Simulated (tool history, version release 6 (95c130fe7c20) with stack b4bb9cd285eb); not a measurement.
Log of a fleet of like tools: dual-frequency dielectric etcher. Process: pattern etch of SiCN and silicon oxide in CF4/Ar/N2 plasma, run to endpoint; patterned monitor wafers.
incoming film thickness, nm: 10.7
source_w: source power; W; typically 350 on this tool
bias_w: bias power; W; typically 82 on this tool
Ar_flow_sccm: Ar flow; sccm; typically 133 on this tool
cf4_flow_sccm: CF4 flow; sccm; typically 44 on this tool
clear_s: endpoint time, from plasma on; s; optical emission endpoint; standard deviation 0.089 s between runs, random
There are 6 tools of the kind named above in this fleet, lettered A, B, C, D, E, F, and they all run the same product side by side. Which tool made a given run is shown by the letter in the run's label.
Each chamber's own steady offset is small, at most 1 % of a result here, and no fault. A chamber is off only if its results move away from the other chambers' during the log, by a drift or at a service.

run,hour,source_w,bias_w,Ar_flow_sccm,cf4_flow_sccm,hours since the last wet clean,hours since the last source power generator calibration,hours since the last bias power generator calibration,hours since the last Ar flow controller change,hours since the last CF4 flow controller change,clear_s
1F,3.2,350,82,133,44,4.2,2625.5,3779.7,94.2,3624.8,16.551
2A,9.7,350,82,133,44,249.6,128,3587,2700,500.2,16.45
3E,12.9,350,82,133,44,145.7,1196.1,2269.2,1435.1,1344.8,16.331
# hour 16.4: chamber B: wet clean of the chamber
4B,17.8,350,82,133,44,1.5,1922.2,1436.3,1925.4,290.1,16.702
5C,21.5,350,82,133,44,442.9,108,564.3,3086.8,2677.3,16.57
# hour 25.6: chamber F: bias power generator calibrated
6D,27.8,350,82,133,44,157.8,635.8,2183.8,756.7,2651,16.357
7B,33.9,350,82,133,44,17.6,1938.3,1452.4,1941.5,306.2,16.711
8E,39.2,350,82,133,33,172,1222.4,2295.5,1461.4,1371.1,17.08
9A,43.8,350,82,133,33,283.7,162.1,3621.1,2734.1,534.3,17.399
10D,49.3,350,82,133,33,179.3,657.3,2205.3,778.2,2672.5,17.367
11F,56,350,82,133,33,57,2678.3,30.5,147,3677.6,17.375
12C,62,350,82,133,33,483.4,148.5,604.8,3127.3,2717.8,17.276
13D,68.1,350,82,133,33,198.1,676.1,2224.1,797,2691.3,17.021
14B,71.9,350,82,133,44,55.6,1976.3,1490.4,1979.5,344.2,16.591
15A,77.7,350,82,133,44,317.6,196,3655,2768,568.2,16.457
16F,82.7,350,101,144,44,83.7,2705,57.2,173.7,3704.3,15.486
17E,85.9,350,101,144,44,218.7,1269.1,2342.2,1508.1,1417.8,15.214
18C,92.2,350,101,144,44,513.6,178.7,635,3157.5,2748,15.377
19C,97.1,350,101,144,44,518.5,183.6,639.9,3162.4,2752.9,15.425
20D,102.6,350,101,144,44,232.6,710.6,2258.6,831.5,2725.8,15.113
# hour 105: chamber C: wet clean of the chamber
21E,109.7,350,101,144,44,242.5,1292.9,2366,1531.9,1441.6,15.277
22A,112.7,350,82,133,44,352.6,231,3690,2803,603.2,16.532
23F,118.6,350,64,133,48,119.6,2740.9,93.1,209.6,3740.2,17.956
24B,124.4,350,64,133,48,108.1,2028.8,1542.9,2032,396.7,18.035
25A,127.5,350,64,133,48,367.4,245.8,3704.8,2817.8,618,17.93
26B,132,350,64,133,48,115.7,2036.4,1550.5,2039.6,404.3,18.021
27E,136.3,350,64,133,48,269.1,1319.5,2392.6,1558.5,1468.2,17.803
28F,140.1,350,64,133,48,141.1,2762.4,114.6,231.1,3761.7,17.946
29C,146.1,350,82,133,44,41.1,232.6,688.9,3211.4,2801.9,16.573
30D,153.1,350,82,133,44,283.1,761.1,2309.1,882,2776.3,16.189
31F,159.9,350,82,133,44,160.9,2782.2,134.4,250.9,3781.5,16.557
32C,167,350,95,133,44,62,253.5,709.8,3232.3,2822.8,15.577
33A,171,350,95,133,44,410.9,289.3,3748.3,2861.3,661.5,15.516
34D,174.8,350,95,133,44,304.8,782.8,2330.8,903.7,2798,15.093
35E,178.1,350,95,133,44,310.9,1361.3,2434.4,1600.3,1510,15.424
36B,182.3,350,95,133,44,166,2086.7,1600.8,2089.9,454.6,15.635
37F,186.5,350,95,133,44,187.5,2808.8,161,277.5,3808.1,15.48
38E,190.6,350,82,133,44,323.4,1373.8,2446.9,1612.8,1522.5,16.323
39C,197.6,350,82,133,44,92.6,284.1,740.4,3262.9,2853.4,16.524
40D,202.4,350,82,133,44,332.4,810.4,2358.4,931.3,2825.6,16.004
41B,206,350,82,133,44,189.7,2110.4,1624.5,2113.6,478.3,16.769
42A,209.3,350,82,133,44,449.2,327.6,3786.6,2899.6,699.8,16.458

Next, all 6 chambers run the settings below, one line each with question marks for the results. What does each chamber give?
43A,214.4,350,96,133,44,,,,,,?
43B,214.4,350,96,133,44,,,,,,?
43C,214.4,350,96,133,44,,,,,,?
43D,214.4,350,96,133,44,,,,,,?
43E,214.4,350,96,133,44,,,,,,?
43F,214.4,350,96,133,44,,,,,,?

run,clear_s
43A,15.419
43B,15.721
43C,15.592
43D,14.946
43E,15.285
43F,15.661
